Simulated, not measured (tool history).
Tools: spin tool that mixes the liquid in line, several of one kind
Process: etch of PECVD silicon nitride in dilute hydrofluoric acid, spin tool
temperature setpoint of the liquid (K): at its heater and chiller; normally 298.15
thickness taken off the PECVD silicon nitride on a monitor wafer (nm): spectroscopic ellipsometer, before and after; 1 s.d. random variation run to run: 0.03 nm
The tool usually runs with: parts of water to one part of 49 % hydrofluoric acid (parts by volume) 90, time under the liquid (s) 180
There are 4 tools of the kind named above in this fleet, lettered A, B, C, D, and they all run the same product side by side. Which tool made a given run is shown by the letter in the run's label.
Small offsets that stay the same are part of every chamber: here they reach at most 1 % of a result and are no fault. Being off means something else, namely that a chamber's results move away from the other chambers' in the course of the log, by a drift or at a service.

run    day  temperature setpoint of the liquid (K)  parts of water to one part of 49 % hydrofluoric acid (parts by volume)  time under the liquid (s)  read-back film thickness of the PECVD silicon nitride reference wafer, read on the same gauge (nm)  thickness taken off the PECVD silicon nitride on a monitor wafer (nm)
 1D  0.321                                  298.15                                                                      90                        180                                                                                              139.99                                                                 4.3136
 2C  0.521                                  298.15                                                                      90                        180                                                                                              139.97                                                                 4.2004
 3A  0.729                                  298.15                                                                      90                        180                                                                                              140.06                                                                 4.2699
 4B  0.971                                  298.15                                                                      90                        180                                                                                              140.00                                                                 4.2769
 5B  1.271                                  298.15                                                                      90                        180                                                                                              140.01                                                                 4.2492
 6A  1.433                                  298.15                                                                      90                        180                                                                                              140.00                                                                 4.2809
 7D  1.592                                  298.15                                                                      90                        180                                                                                              140.00                                                                 4.2404
 8C  1.779                                  298.15                                                                      90                        180                                                                                              140.03                                                                 4.2148
 9D  2.092                                  298.15                                                                      90                        180                                                                                              140.02                                                                 4.2717
10B  2.271                                  298.15                                                                      90                        180                                                                                              139.99                                                                 4.2996
11A  2.546                                  298.15                                                                      90                        180                                                                                              139.98                                                                 4.2964
12C  2.871                                  298.15                                                                      90                        180                                                                                              140.02                                                                 4.2331
13A  3.062                                  298.15                                                                      90                        180                                                                                              140.03                                                                 4.2628
14B  3.212                                  298.15                                                                      90                        180                                                                                              140.01                                                                 4.2648
15C  3.458                                  298.15                                                                      90                        180                                                                                              140.02                                                                 4.2993
16D  3.688                                  298.15                                                                      90                        180                                                                                              140.03                                                                 4.2369
17B  3.933                                  298.15                                                                      90                        180                                                                                              139.94                                                                 4.2610
18A  4.154                                  298.15                                                                      90                         95                                                                                              139.96                                                                 2.2468
19C  4.450                                  298.15                                                                      90                         95                                                                                              140.05                                                                 2.3275
20D  4.738                                  298.15                                                                      90                         95                                                                                              140.00                                                                 2.2655
21D  4.979                                  298.15                                                                      90                         95                                                                                              140.01                                                                 2.2513
22B  5.121                                  298.15                                                                      90                        180                                                                                              140.02                                                                 4.2676
23C  5.417                                  298.15                                                                      90                        180                                                                                              140.02                                                                 4.4734
24A  5.712                                  298.15                                                                      90                        180                                                                                              140.00                                                                 4.2691
25C  5.871                                  298.15                                                                      90                        180                                                                                              139.98                                                                 4.5930
26B  6.196                                  298.15                                                                      90                        180                                                                                              140.01                                                                 4.2489
27A  6.462                                  298.15                                                                      90                        180                                                                                              140.00                                                                 4.2578
28D  6.733                                  298.15                                                                      90                        180                                                                                              140.00                                                                 4.2736
29A  7.000                                  298.15                                                                      90                        180                                                                                              140.00                                                                 4.2423

Does one chamber stand apart from the rest, does the shared gauge drift, or is all well apart from small per-chamber offsets? Give the chamber and the most likely cause, where there is one.

Little by little, chamber C moves away from the other chambers.
What lies behind it: hydrofluoric acid flow above the setpoint (%) = 10.1.
From this log alone, it may not be told apart from: liquid hotter than its thermometer reads (K).

Below are 4 candidate recipes for chamber C's next run, each the usual settings with a change, their results shown as question marks. Which of them brings C's results back in line with what the other chambers give on the usual settings?
Maximum distance from the other chambers' mean on the usual settings for a result to count as in line: thickness taken off the PECVD silicon nitride on a monitor wafer (nm) 0.1100
30C-1  7.233                                  296.65                                                                      90                        180                                                                                                                                                                          ?
30C-2  7.233                                  298.65                                                                      90                        190                                                                                                                                                                          ?
30C-3  7.233                                  298.15                                                                      90                        215                                                                                                                                                                          ?
30C-4  7.233                                  297.65                                                                      95                        165                                                                                                                                                                          ?

The mean the other chambers reach with the usual settings: thickness taken off the PECVD silicon nitride on a monitor wafer (nm) 4.2669
  run  thickness taken off the PECVD silicon nitride on a monitor wafer (nm)
30C-1                                                                 4.2374
30C-2                                                                 5.1095
30C-3                                                                 5.5946
30C-4                                                                 3.9409
Change 30C-1 lands the chamber within the allowed miss of the other chambers.
